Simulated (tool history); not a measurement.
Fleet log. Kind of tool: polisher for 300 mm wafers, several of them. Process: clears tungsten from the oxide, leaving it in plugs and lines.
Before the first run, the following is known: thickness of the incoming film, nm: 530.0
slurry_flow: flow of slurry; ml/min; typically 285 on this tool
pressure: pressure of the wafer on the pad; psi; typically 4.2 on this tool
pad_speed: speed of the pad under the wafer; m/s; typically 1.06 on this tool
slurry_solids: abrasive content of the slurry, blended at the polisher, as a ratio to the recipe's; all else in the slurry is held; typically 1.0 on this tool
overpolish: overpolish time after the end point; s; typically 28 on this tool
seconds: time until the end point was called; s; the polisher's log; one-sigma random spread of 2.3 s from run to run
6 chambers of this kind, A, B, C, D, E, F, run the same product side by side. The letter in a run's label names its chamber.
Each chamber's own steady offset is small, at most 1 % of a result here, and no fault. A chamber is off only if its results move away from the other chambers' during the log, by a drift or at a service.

run	hour	slurry_flow	pressure	pad_speed	slurry_solids	overpolish	wafers polished on this pad	hours since the slurry nozzle was cleaned	hours since the head pressure was calibrated	hours since the slurry blender was calibrated	hours since the slurry got fresh peroxide	seconds
# hour 4.9: chamber B: slurry blender recalibrated
1C	5.9	285	4.2	1.06	1.0	28	1152	732.4	435.3	344.1	40.9	113.070
2F	15.2	285	4.2	1.06	1.0	28	768	301.6	337.6	121.1	47.6	115.680
# hour 19.3: chamber A: worn pad replaced by a new one
3E	25.0	285	4.2	1.06	1.0	28	226	75.0	690.7	352.8	45.5	115.670
# hour 25.1: chamber A: slurry blender recalibrated
# hour 27.8: chamber F: worn pad replaced by a new one
# hour 28.2: chamber C: slurry tank refilled with fresh slurry and peroxide
# hour 31.0: chamber C: slurry nozzle cleaned
4D	32.5	285	4.2	1.06	1.0	28	961	90.8	285.2	115.0	54.2	116.780
# hour 34.9: chamber E: slurry tank refilled with fresh slurry and peroxide
# hour 37.9: chamber F: slurry tank refilled with fresh slurry and peroxide
5A	39.1	285	4.2	1.06	1.0	28	131	570.7	302.0	14.1	146.6	120.330
# hour 39.9: chamber C: head pressure recalibrated
6B	44.9	285	4.2	1.06	1.0	28	914	52.4	228.8	40.0	63.1	114.610
# hour 53.6: chamber C: worn pad replaced by a new one
7C	54.1	285	4.2	1.06	1.0	28	3	23.1	14.2	392.3	26.0	111.390
# hour 55.6: chamber D: slurry blender recalibrated
# hour 60.1: chamber B: slurry tank refilled with fresh slurry and peroxide
8E	63.1	285	4.2	1.06	1.0	28	478	113.1	728.8	390.9	28.3	117.240
# hour 64.8: chamber A: slurry nozzle cleaned
# hour 65.6: chamber D: worn pad replaced by a new one
9F	71.6	285	4.2	1.06	1.0	28	290	358.0	394.0	177.5	33.7	112.010
# hour 74.1: chamber C: slurry blender recalibrated
10A	76.0	285	4.2	1.06	1.0	28	376	11.3	338.9	51.0	183.5	117.810
# hour 80.9: chamber F: slurry blender recalibrated
# hour 84.5: chamber C: slurry tank refilled with fresh slurry and peroxide
11D	84.9	285	4.2	1.06	1.0	28	128	143.2	337.6	29.4	106.6	114.950
# hour 86.4: chamber D: slurry tank refilled with fresh slurry and peroxide
# hour 92.8: chamber F: slurry tank refilled with fresh slurry and peroxide
12B	93.4	285	4.2	1.06	1.0	28	1236	100.9	277.3	88.5	33.4	112.000
# hour 98.1: chamber E: slurry tank refilled with fresh slurry and peroxide
13D	100.5	285	4.2	1.06	1.0	28	231	158.8	353.2	45.0	14.2	111.300
# hour 105.3: chamber E: slurry blender recalibrated
# hour 105.3: chamber B: worn pad replaced by a new one
14E	110.2	285	4.2	1.06	1.0	28	790	160.2	775.9	4.9	12.1	113.520
15A	119.7	285	4.2	1.06	1.0	28	665	55.0	382.6	94.7	227.2	125.770
# hour 126.1: chamber B: slurry blender recalibrated
16C	127.7	285	4.2	1.06	1.0	28	491	96.7	87.8	53.7	43.2	114.920
17F	134.3	285	4.2	1.06	1.0	28	706	420.7	456.7	53.4	41.6	117.160
# hour 134.8: chamber D: head pressure recalibrated
# hour 140.9: chamber A: worn pad replaced by a new one
# hour 141.4: chamber B: head pressure recalibrated
# hour 142.7: chamber C: slurry tank refilled with fresh slurry and peroxide
18B	144.0	285	4.2	1.06	1.0	28	257	151.5	2.7	18.0	84.0	111.680
# hour 148.7: chamber E: worn pad replaced by a new one
# hour 150.8: chamber F: slurry tank refilled with fresh slurry and peroxide
19D	152.2	285	4.2	1.06	1.0	28	574	210.5	17.4	96.7	65.9	113.060
# hour 152.8: chamber E: slurry tank refilled with fresh slurry and peroxide
# hour 155.6: chamber B: slurry tank refilled with fresh slurry and peroxide
# hour 156.3: chamber F: worn pad replaced by a new one
20B	159.8	285	4.2	1.06	1.0	28	361	167.3	18.5	33.8	4.2	114.770
21F	168.2	285	4.2	1.06	1.3	28	79	454.6	490.6	87.3	17.4	109.990
# hour 174.9: chamber D: slurry nozzle cleaned
22C	176.0	285	4.2	1.06	1.3	28	811	145.0	136.1	102.0	33.4	106.920
# hour 180.1: chamber D: slurry blender recalibrated
23A	183.2	285	4.2	1.06	1.3	28	280	118.5	446.1	158.2	290.7	122.130
# hour 186.7: chamber D: slurry tank refilled with fresh slurry and peroxide
24E	189.1	285	4.2	1.06	1.3	28	268	239.1	854.8	83.8	36.4	109.520
25E	198.5	285	4.2	1.06	1.3	28	330	248.5	864.2	93.2	45.8	107.430
26B	206.0	285	4.2	1.06	1.3	28	668	213.5	64.7	80.0	50.4	106.230
# hour 206.7: chamber C: slurry tank refilled with fresh slurry and peroxide
# hour 207.9: chamber F: slurry tank refilled with fresh slurry and peroxide
27A	211.5	285	4.2	1.06	1.0	28	468	146.8	474.4	186.5	319.0	132.320
28D	217.6	285	4.2	1.06	1.0	28	1008	42.8	82.8	37.5	30.9	113.680
# hour 220.0: chamber E: slurry tank refilled with fresh slurry and peroxide
29C	226.1	285	4.2	1.06	1.0	28	1143	195.1	186.2	152.1	19.4	109.950
# hour 231.5: chamber B: slurry tank refilled with fresh slurry and peroxide
30F	235.7	285	4.2	1.06	1.0	28	526	522.1	558.1	154.8	27.8	111.020
# hour 237.0: chamber E: slurry nozzle cleaned
# hour 237.7: chamber C: worn pad replaced by a new one
31C	243.3	285	4.2	1.06	1.0	28	37	212.3	203.4	169.3	36.6	114.070
32B	249.5	285	4.2	1.06	1.0	28	956	257.0	108.2	123.5	18.0	115.380
# hour 251.4: chamber D: worn pad replaced by a new one
# hour 254.5: chamber B: slurry blender recalibrated
33D	255.3	285	4.2	1.06	1.0	28	26	80.5	120.5	75.2	68.6	114.770
# hour 258.2: chamber A: worn pad replaced by a new one
34F	261.3	285	4.2	1.06	1.0	28	696	547.7	583.7	180.4	53.4	113.930
# hour 268.3: chamber C: slurry tank refilled with fresh slurry and peroxide
35E	270.1	370	4.2	1.06	1.2	28	805	33.2	935.8	164.8	50.2	107.990
# hour 271.0: chamber F: slurry tank refilled with fresh slurry and peroxide
# hour 271.5: chamber F: worn pad replaced by a new one
36A	276.1	370	4.2	1.06	1.2	28	118	211.4	539.0	251.1	383.6	139.030
37C	281.8	370	4.2	1.06	1.2	28	292	250.8	241.9	207.8	13.5	105.770
# hour 284.6: chamber E: slurry tank refilled with fresh slurry and peroxide
# hour 286.3: chamber D: slurry tank refilled with fresh slurry and peroxide
38A	288.0	370	4.2	1.06	1.2	28	197	223.3	550.9	263.0	395.5	142.890
39F	295.7	370	4.2	1.06	1.2	28	160	582.1	618.1	214.8	24.7	108.710
40D	302.2	370	4.2	1.06	1.2	28	336	127.4	167.4	122.1	16.0	110.020
41E	309.7	285	4.2	1.06	1.0	28	1067	72.8	975.4	204.4	25.1	115.360
42B	316.8	285	4.2	1.06	1.0	28	1402	324.3	175.5	62.3	85.3	114.500

Which is it: a chamber that has drifted or been left off by a service, a gauge drift common to all chambers, or only each chamber's usual small offset? If a chamber is off, name it and its likeliest cause.

Little by little, chamber A moves away from the other chambers.
Cause: peroxide lost from the slurry, % = 48.1.

Which of the 4 candidates below, each the usual settings with something changed and its results left as question marks, puts chamber A back in line with what the other chambers give on the usual settings?
A result is in line if it is within this distance of the other chambers' mean on the usual settings: seconds 8.000 s
43A-1	323.8	285	5.5	1.06	1.00	28						?
43A-2	323.8	285	4.2	0.62	0.95	28						?
43A-3	323.8	290	5.3	1.34	1.05	28						?
43A-4	323.8	280	3.2	1.06	1.00	28						?

The other chambers' mean on the usual settings: seconds 115.050 s
run	seconds
43A-1	117.320
43A-2	252.010
43A-3	94.960
43A-4	201.660
Change 43A-1 lands the chamber within the allowed miss of the other chambers.
